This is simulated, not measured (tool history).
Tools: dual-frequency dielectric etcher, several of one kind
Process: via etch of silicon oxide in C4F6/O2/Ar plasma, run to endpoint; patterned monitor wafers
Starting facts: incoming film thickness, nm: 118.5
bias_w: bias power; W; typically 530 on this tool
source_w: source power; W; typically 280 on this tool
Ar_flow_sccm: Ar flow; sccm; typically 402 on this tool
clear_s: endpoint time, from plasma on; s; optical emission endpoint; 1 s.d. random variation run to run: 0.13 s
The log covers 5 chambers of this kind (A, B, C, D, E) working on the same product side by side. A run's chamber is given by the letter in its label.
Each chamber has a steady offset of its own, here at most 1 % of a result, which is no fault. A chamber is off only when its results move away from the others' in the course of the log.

run,hour,bias_w,source_w,Ar_flow_sccm,hours since the last wet clean,hours since the last bias power generator calibration,hours since the last source power generator calibration,hours since the last Ar flow controller change,clear_s
# hour 3.1: chamber C: wet clean of the chamber
1A,5.9,530,280,402,423.0,1007.2,3951.8,2293.6,29.712
2B,14.2,530,280,402,380.9,3115.7,2956.2,3472.4,29.884
3D,25.1,530,280,402,312.0,913.8,32.8,3303.9,29.815
# hour 26.8: chamber A: wet clean of the chamber
4E,34.5,530,280,402,123.6,3786.7,1767.5,61.8,30.058
5C,40.4,530,310,402,37.3,2730.6,990.2,2224.9,29.092
6B,50.1,530,310,402,416.8,3151.6,2992.1,3508.3,28.712
7C,59.1,530,310,402,56.0,2749.3,1008.9,2243.6,28.867
8A,65.6,530,310,402,38.9,1066.9,4011.5,2353.3,28.703
9D,72.0,530,310,402,358.9,960.7,79.7,3350.8,28.688
10E,82.8,574,280,402,171.9,3835.0,1815.8,110.1,29.237
11D,91.7,574,280,402,378.6,980.4,99.4,3370.5,28.971
12E,101.1,574,280,402,190.2,3853.3,1834.1,128.4,29.233
13A,105.8,574,280,402,79.1,1107.1,4051.7,2393.5,29.056
14C,112.8,574,280,402,109.7,2803.0,1062.6,2297.3,29.264
15B,118.5,530,280,402,485.2,3220.0,3060.5,3576.7,29.436
16B,124.0,530,240,333,490.7,3225.5,3066.0,3582.2,30.663
17A,128.9,530,240,333,102.2,1130.2,4074.8,2416.6,31.020
# hour 137.6: chamber A: source power generator calibrated
18D,137.9,530,240,333,424.8,1026.6,145.6,3416.7,30.919
19E,145.1,530,240,333,234.2,3897.3,1878.1,172.4,31.072
20C,155.1,530,240,333,152.0,2845.3,1104.9,2339.6,31.114
21D,161.1,530,280,305,448.0,1049.8,168.8,3439.9,29.021
22C,169.8,530,280,305,166.7,2860.0,1119.6,2354.3,29.430
23A,174.9,530,280,305,148.2,1176.2,37.3,2462.6,29.079
24E,181.8,530,280,305,270.9,3934.0,1914.8,209.1,29.223
25B,187.6,530,280,305,554.3,3289.1,3129.6,3645.8,28.235
26D,194.8,530,280,402,481.7,1083.5,202.5,3473.6,29.763
27B,199.9,530,280,402,566.6,3301.4,3141.9,3658.1,29.287
28C,207.8,530,280,402,204.7,2898.0,1157.6,2392.3,30.110
29A,215.9,530,280,345,189.2,1217.2,78.3,2503.6,29.429
30E,223.1,530,280,345,312.2,3975.3,1956.1,250.4,29.644
31E,233.7,530,280,345,322.8,3985.9,1966.7,261.0,29.502
# hour 240.2: chamber D: wet clean of the chamber
32D,240.8,530,280,345,0.7,1129.5,248.5,3519.6,29.215
33B,249.2,530,280,345,615.9,3350.7,3191.2,3707.4,28.452
34C,259.9,530,280,402,256.8,2950.1,1209.7,2444.4,30.341
35A,268.7,530,280,402,242.0,1270.0,131.1,2556.4,29.955
36C,279.3,530,280,402,276.2,2969.5,1229.1,2463.8,30.039
37D,288.1,530,280,402,48.0,1176.8,295.8,3566.9,29.726
38E,293.2,530,280,402,382.3,4045.4,2026.2,320.5,30.432
39A,301.3,530,280,402,274.6,1302.6,163.7,2589.0,29.859
40B,307.9,530,280,402,674.6,3409.4,3249.9,3766.1,28.870

The same settings go to every chamber for the next run, one line per chamber below. Forecast the results for each:
41A,315.7,530,280,402,,,,,?
41B,315.7,530,280,402,,,,,?
41C,315.7,530,280,402,,,,,?
41D,315.7,530,280,402,,,,,?
41E,315.7,530,280,402,,,,,?

run,clear_s
41A,29.847
41B,28.511
41C,30.070
41D,29.747
41E,30.151
